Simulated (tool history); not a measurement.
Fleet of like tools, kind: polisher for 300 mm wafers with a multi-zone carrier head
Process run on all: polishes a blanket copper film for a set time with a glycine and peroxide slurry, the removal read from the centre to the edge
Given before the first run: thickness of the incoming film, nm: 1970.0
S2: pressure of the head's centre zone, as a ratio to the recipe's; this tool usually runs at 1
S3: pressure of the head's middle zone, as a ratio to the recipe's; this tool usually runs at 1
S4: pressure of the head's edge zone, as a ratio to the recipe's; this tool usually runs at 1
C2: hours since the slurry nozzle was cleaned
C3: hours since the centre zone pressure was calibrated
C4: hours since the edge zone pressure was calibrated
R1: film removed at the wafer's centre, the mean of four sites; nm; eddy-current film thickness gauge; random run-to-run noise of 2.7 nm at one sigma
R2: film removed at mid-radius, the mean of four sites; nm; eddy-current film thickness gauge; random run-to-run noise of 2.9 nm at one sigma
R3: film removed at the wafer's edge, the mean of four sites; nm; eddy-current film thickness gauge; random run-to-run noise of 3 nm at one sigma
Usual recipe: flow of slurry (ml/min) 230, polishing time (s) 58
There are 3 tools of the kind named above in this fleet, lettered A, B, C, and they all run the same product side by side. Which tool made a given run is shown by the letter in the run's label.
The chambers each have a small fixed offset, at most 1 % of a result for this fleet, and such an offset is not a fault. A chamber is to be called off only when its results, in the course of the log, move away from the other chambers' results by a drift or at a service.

{"run": "1B", "hour": 4.3, "flow of slurry (ml/min)": 230, "S2": 1, "S3": 1, "S4": 1, "polishing time (s)": 58, "wafers polished on this pad": 611, "C2": 264.7, "C3": 1116.5, "C4": 897.3, "R1": 234.8, "R2": 234.1, "R3": 239.62}
{"hour": 7.6, "done": "chamber B: centre zone pressure recalibrated"}
{"run": "2C", "hour": 8.6, "flow of slurry (ml/min)": 230, "S2": 1, "S3": 1, "S4": 1, "polishing time (s)": 58, "wafers polished on this pad": 608, "C2": 286.1, "C3": 306.5, "C4": 622.7, "R1": 233.39, "R2": 244.5, "R3": 234.99}
{"run": "3A", "hour": 15.7, "flow of slurry (ml/min)": 230, "S2": 1, "S3": 1, "S4": 1, "polishing time (s)": 58, "wafers polished on this pad": 192, "C2": 395.2, "C3": 173.6, "C4": 51.2, "R1": 238.21, "R2": 239.27, "R3": 240.05}
{"hour": 19.8, "done": "chamber B: worn pad replaced by a new one"}
{"run": "4B", "hour": 22.6, "flow of slurry (ml/min)": 230, "S2": 1, "S3": 1, "S4": 1, "polishing time (s)": 58, "wafers polished on this pad": 29, "C2": 283, "C3": 15, "C4": 915.6, "R1": 240.86, "R2": 236.66, "R3": 242.27}
{"run": "5A", "hour": 28.1, "flow of slurry (ml/min)": 230, "S2": 0.95, "S3": 1, "S4": 1.1, "polishing time (s)": 58, "wafers polished on this pad": 317, "C2": 407.6, "C3": 186, "C4": 63.6, "R1": 224.69, "R2": 241.97, "R3": 250.77}
{"run": "6C", "hour": 35.1, "flow of slurry (ml/min)": 230, "S2": 0.95, "S3": 1, "S4": 1.1, "polishing time (s)": 58, "wafers polished on this pad": 875, "C2": 312.6, "C3": 333, "C4": 649.2, "R1": 221.97, "R2": 238.81, "R3": 252.78}
{"hour": 38.1, "done": "chamber C: worn pad replaced by a new one"}
{"run": "7A", "hour": 43.9, "flow of slurry (ml/min)": 230, "S2": 0.95, "S3": 1, "S4": 1.1, "polishing time (s)": 58, "wafers polished on this pad": 477, "C2": 423.4, "C3": 201.8, "C4": 79.4, "R1": 227.42, "R2": 237.6, "R3": 251.9}
{"run": "8C", "hour": 48.7, "flow of slurry (ml/min)": 230, "S2": 1, "S3": 1, "S4": 1, "polishing time (s)": 58, "wafers polished on this pad": 107, "C2": 326.2, "C3": 346.6, "C4": 662.8, "R1": 233.68, "R2": 236.47, "R3": 238.25}
{"run": "9B", "hour": 57.3, "flow of slurry (ml/min)": 230, "S2": 1, "S3": 1, "S4": 1, "polishing time (s)": 58, "wafers polished on this pad": 378, "C2": 317.7, "C3": 49.7, "C4": 950.3, "R1": 238.05, "R2": 234.59, "R3": 239.97}
{"hour": 64.5, "done": "chamber B: slurry nozzle cleaned"}
{"run": "10A", "hour": 66.4, "flow of slurry (ml/min)": 230, "S2": 1, "S3": 1, "S4": 1, "polishing time (s)": 58, "wafers polished on this pad": 703, "C2": 445.9, "C3": 224.3, "C4": 101.9, "R1": 238.62, "R2": 233.19, "R3": 239.99}
{"hour": 68.9, "done": "chamber A: worn pad replaced by a new one"}
{"run": "11C", "hour": 71.5, "flow of slurry (ml/min)": 230, "S2": 1, "S3": 1, "S4": 1, "polishing time (s)": 58, "wafers polished on this pad": 337, "C2": 349, "C3": 369.4, "C4": 685.6, "R1": 238.62, "R2": 235.88, "R3": 239.21}
{"hour": 78.9, "done": "chamber B: worn pad replaced by a new one"}
{"run": "12B", "hour": 80.7, "flow of slurry (ml/min)": 230, "S2": 1, "S3": 1, "S4": 1, "polishing time (s)": 58, "wafers polished on this pad": 18, "C2": 16.2, "C3": 73.1, "C4": 973.7, "R1": 236, "R2": 231.37, "R3": 245.98}
{"run": "13C", "hour": 86.1, "flow of slurry (ml/min)": 230, "S2": 1, "S3": 1, "S4": 1, "polishing time (s)": 58, "wafers polished on this pad": 484, "C2": 363.6, "C3": 384, "C4": 700.2, "R1": 235.86, "R2": 241.01, "R3": 236.92}
{"run": "14B", "hour": 90.2, "flow of slurry (ml/min)": 230, "S2": 1, "S3": 1, "S4": 1, "polishing time (s)": 58, "wafers polished on this pad": 114, "C2": 25.7, "C3": 82.6, "C4": 983.2, "R1": 242.37, "R2": 231.84, "R3": 233.58}
{"run": "15A", "hour": 97.7, "flow of slurry (ml/min)": 150, "S2": 1, "S3": 1.04, "S4": 1, "polishing time (s)": 58, "wafers polished on this pad": 290, "C2": 477.2, "C3": 255.6, "C4": 133.2, "R1": 218.46, "R2": 233.09, "R3": 226.38}
{"run": "16C", "hour": 102.9, "flow of slurry (ml/min)": 150, "S2": 1, "S3": 1.04, "S4": 1, "polishing time (s)": 58, "wafers polished on this pad": 654, "C2": 380.4, "C3": 400.8, "C4": 717, "R1": 213.32, "R2": 237.12, "R3": 223.04}
{"run": "17A", "hour": 110.7, "flow of slurry (ml/min)": 150, "S2": 1, "S3": 1.04, "S4": 1, "polishing time (s)": 58, "wafers polished on this pad": 421, "C2": 490.2, "C3": 268.6, "C4": 146.2, "R1": 215.02, "R2": 231.65, "R3": 229.11}
{"hour": 111.4, "done": "chamber C: worn pad replaced by a new one"}
{"run": "18B", "hour": 117.8, "flow of slurry (ml/min)": 230, "S2": 1, "S3": 1, "S4": 1, "polishing time (s)": 58, "wafers polished on this pad": 392, "C2": 53.3, "C3": 110.2, "C4": 1010.8, "R1": 238, "R2": 240.5, "R3": 236.78}
{"run": "19C", "hour": 124.4, "flow of slurry (ml/min)": 230, "S2": 1, "S3": 1, "S4": 1, "polishing time (s)": 58, "wafers polished on this pad": 131, "C2": 401.9, "C3": 422.3, "C4": 738.5, "R1": 238.23, "R2": 239.68, "R3": 235.78}
{"run": "20A", "hour": 132.6, "flow of slurry (ml/min)": 230, "S2": 1, "S3": 1, "S4": 1, "polishing time (s)": 58, "wafers polished on this pad": 642, "C2": 512.1, "C3": 290.5, "C4": 168.1, "R1": 233.11, "R2": 234.82, "R3": 239.87}
{"run": "21B", "hour": 138.6, "flow of slurry (ml/min)": 230, "S2": 1, "S3": 1, "S4": 1, "polishing time (s)": 58, "wafers polished on this pad": 602, "C2": 74.1, "C3": 131, "C4": 1031.6, "R1": 240.01, "R2": 239.26, "R3": 236.27}
{"hour": 141.6, "done": "chamber B: worn pad replaced by a new one"}
{"run": "22B", "hour": 144.7, "flow of slurry (ml/min)": 230, "S2": 1, "S3": 1, "S4": 1, "polishing time (s)": 58, "wafers polished on this pad": 31, "C2": 80.2, "C3": 137.1, "C4": 1037.7, "R1": 238.51, "R2": 235.89, "R3": 244.4}
{"hour": 146.5, "done": "chamber A: worn pad replaced by a new one"}
{"run": "23C", "hour": 149.5, "flow of slurry (ml/min)": 230, "S2": 0.89, "S3": 1, "S4": 1, "polishing time (s)": 58, "wafers polished on this pad": 384, "C2": 427, "C3": 447.4, "C4": 763.6, "R1": 207.81, "R2": 241.63, "R3": 236.44}
{"run": "24A", "hour": 159.1, "flow of slurry (ml/min)": 230, "S2": 0.89, "S3": 1, "S4": 1, "polishing time (s)": 58, "wafers polished on this pad": 127, "C2": 538.6, "C3": 317, "C4": 194.6, "R1": 200.72, "R2": 237.57, "R3": 243.88}
{"run": "25B", "hour": 165.0, "flow of slurry (ml/min)": 230, "S2": 0.89, "S3": 1, "S4": 1, "polishing time (s)": 58, "wafers polished on this pad": 235, "C2": 100.5, "C3": 157.4, "C4": 1058, "R1": 213.1, "R2": 239.41, "R3": 237.55}
{"hour": 171.7, "done": "chamber C: slurry nozzle cleaned"}
{"run": "26A", "hour": 174.4, "flow of slurry (ml/min)": 230, "S2": 1, "S3": 1, "S4": 1, "polishing time (s)": 58, "wafers polished on this pad": 281, "C2": 553.9, "C3": 332.3, "C4": 209.9, "R1": 224.47, "R2": 235.54, "R3": 237.65}
{"run": "27C", "hour": 180.3, "flow of slurry (ml/min)": 230, "S2": 1, "S3": 1, "S4": 1, "polishing time (s)": 58, "wafers polished on this pad": 694, "C2": 8.6, "C3": 478.2, "C4": 794.4, "R1": 239.22, "R2": 241.22, "R3": 238.31}
{"run": "28A", "hour": 184.6, "flow of slurry (ml/min)": 230, "S2": 0.96, "S3": 1, "S4": 1, "polishing time (s)": 68, "wafers polished on this pad": 384, "C2": 564.1, "C3": 342.5, "C4": 220.1, "R1": 248.97, "R2": 281.7, "R3": 273.3}
{"hour": 186.0, "done": "chamber C: worn pad replaced by a new one"}
{"run": "29B", "hour": 194.1, "flow of slurry (ml/min)": 230, "S2": 0.96, "S3": 1, "S4": 1, "polishing time (s)": 68, "wafers polished on this pad": 529, "C2": 129.6, "C3": 186.5, "C4": 1087.1, "R1": 267.44, "R2": 274.02, "R3": 283}
{"run": "30C", "hour": 201.9, "flow of slurry (ml/min)": 230, "S2": 0.96, "S3": 1, "S4": 1, "polishing time (s)": 68, "wafers polished on this pad": 160, "C2": 30.2, "C3": 499.8, "C4": 816, "R1": 270.41, "R2": 285.47, "R3": 286.14}
{"run": "31C", "hour": 208.6, "flow of slurry (ml/min)": 170, "S2": 1, "S3": 1.09, "S4": 1, "polishing time (s)": 58, "wafers polished on this pad": 227, "C2": 36.9, "C3": 506.5, "C4": 822.7, "R1": 229.32, "R2": 251.07, "R3": 232.31}
{"hour": 211.9, "done": "chamber B: worn pad replaced by a new one"}
{"run": "32B", "hour": 214.2, "flow of slurry (ml/min)": 170, "S2": 1, "S3": 1.09, "S4": 1, "polishing time (s)": 58, "wafers polished on this pad": 23, "C2": 149.7, "C3": 206.6, "C4": 1107.2, "R1": 233.25, "R2": 248.5, "R3": 232.14}
{"hour": 216.5, "done": "chamber A: worn pad replaced by a new one"}
{"run": "33A", "hour": 221.0, "flow of slurry (ml/min)": 170, "S2": 1, "S3": 1.09, "S4": 1, "polishing time (s)": 58, "wafers polished on this pad": 45, "C2": 600.5, "C3": 378.9, "C4": 256.5, "R1": 205.72, "R2": 246.16, "R3": 234.42}
{"run": "34C", "hour": 228.7, "flow of slurry (ml/min)": 230, "S2": 1, "S3": 1, "S4": 1, "polishing time (s)": 58, "wafers polished on this pad": 430, "C2": 57, "C3": 526.6, "C4": 842.8, "R1": 238.45, "R2": 245.02, "R3": 238.09}
{"run": "35A", "hour": 235.8, "flow of slurry (ml/min)": 230, "S2": 1, "S3": 1, "S4": 1, "polishing time (s)": 58, "wafers polished on this pad": 195, "C2": 615.3, "C3": 393.7, "C4": 271.3, "R1": 217.6, "R2": 236.64, "R3": 237.05}
{"run": "36B", "hour": 243.8, "flow of slurry (ml/min)": 230, "S2": 1, "S3": 1, "S4": 1, "polishing time (s)": 58, "wafers polished on this pad": 322, "C2": 179.3, "C3": 236.2, "C4": 1136.8, "R1": 235.82, "R2": 235.78, "R3": 234.13}
{"run": "37A", "hour": 249.8, "flow of slurry (ml/min)": 230, "S2": 1, "S3": 1, "S4": 1, "polishing time (s)": 58, "wafers polished on this pad": 336, "C2": 629.3, "C3": 407.7, "C4": 285.3, "R1": 218.26, "R2": 231.91, "R3": 237.36}
{"run": "38B", "hour": 255.2, "flow of slurry (ml/min)": 230, "S2": 1, "S3": 1, "S4": 1, "polishing time (s)": 58, "wafers polished on this pad": 437, "C2": 190.7, "C3": 247.6, "C4": 1148.2, "R1": 245.65, "R2": 233.78, "R3": 236.96}
{"run": "39C", "hour": 261.8, "flow of slurry (ml/min)": 230, "S2": 1, "S3": 1, "S4": 1, "polishing time (s)": 58, "wafers polished on this pad": 764, "C2": 90.1, "C3": 559.7, "C4": 875.9, "R1": 238.28, "R2": 238.72, "R3": 238.33}
{"run": "40C", "hour": 271.1, "flow of slurry (ml/min)": 230, "S2": 1, "S3": 1, "S4": 1, "polishing time (s)": 58, "wafers polished on this pad": 857, "C2": 99.4, "C3": 569, "C4": 885.2, "R1": 237.87, "R2": 243.47, "R3": 242.03}
{"run": "41A", "hour": 280.0, "flow of slurry (ml/min)": 230, "S2": 1, "S3": 1, "S4": 1, "polishing time (s)": 58, "wafers polished on this pad": 640, "C2": 659.5, "C3": 437.9, "C4": 315.5, "R1": 211.69, "R2": 235.5, "R3": 238.48}

Next, every chamber runs the same settings. What will each give?
{"run": "42A", "hour": 286.8, "flow of slurry (ml/min)": 230, "S2": 1, "S3": 1, "S4": 1, "polishing time (s)": 58, "R1": "?", "R2": "?", "R3": "?"}
{"run": "42B", "hour": 286.8, "flow of slurry (ml/min)": 230, "S2": 1, "S3": 1, "S4": 1, "polishing time (s)": 58, "R1": "?", "R2": "?", "R3": "?"}
{"run": "42C", "hour": 286.8, "flow of slurry (ml/min)": 230, "S2": 1, "S3": 1, "S4": 1, "polishing time (s)": 58, "R1": "?", "R2": "?", "R3": "?"}

run=42A R1=213.18 R2=238.56 R3=236.48
run=42B R1=238.86 R2=235.32 R3=243.12
run=42C R1=230.16 R2=237.01 R3=233.76

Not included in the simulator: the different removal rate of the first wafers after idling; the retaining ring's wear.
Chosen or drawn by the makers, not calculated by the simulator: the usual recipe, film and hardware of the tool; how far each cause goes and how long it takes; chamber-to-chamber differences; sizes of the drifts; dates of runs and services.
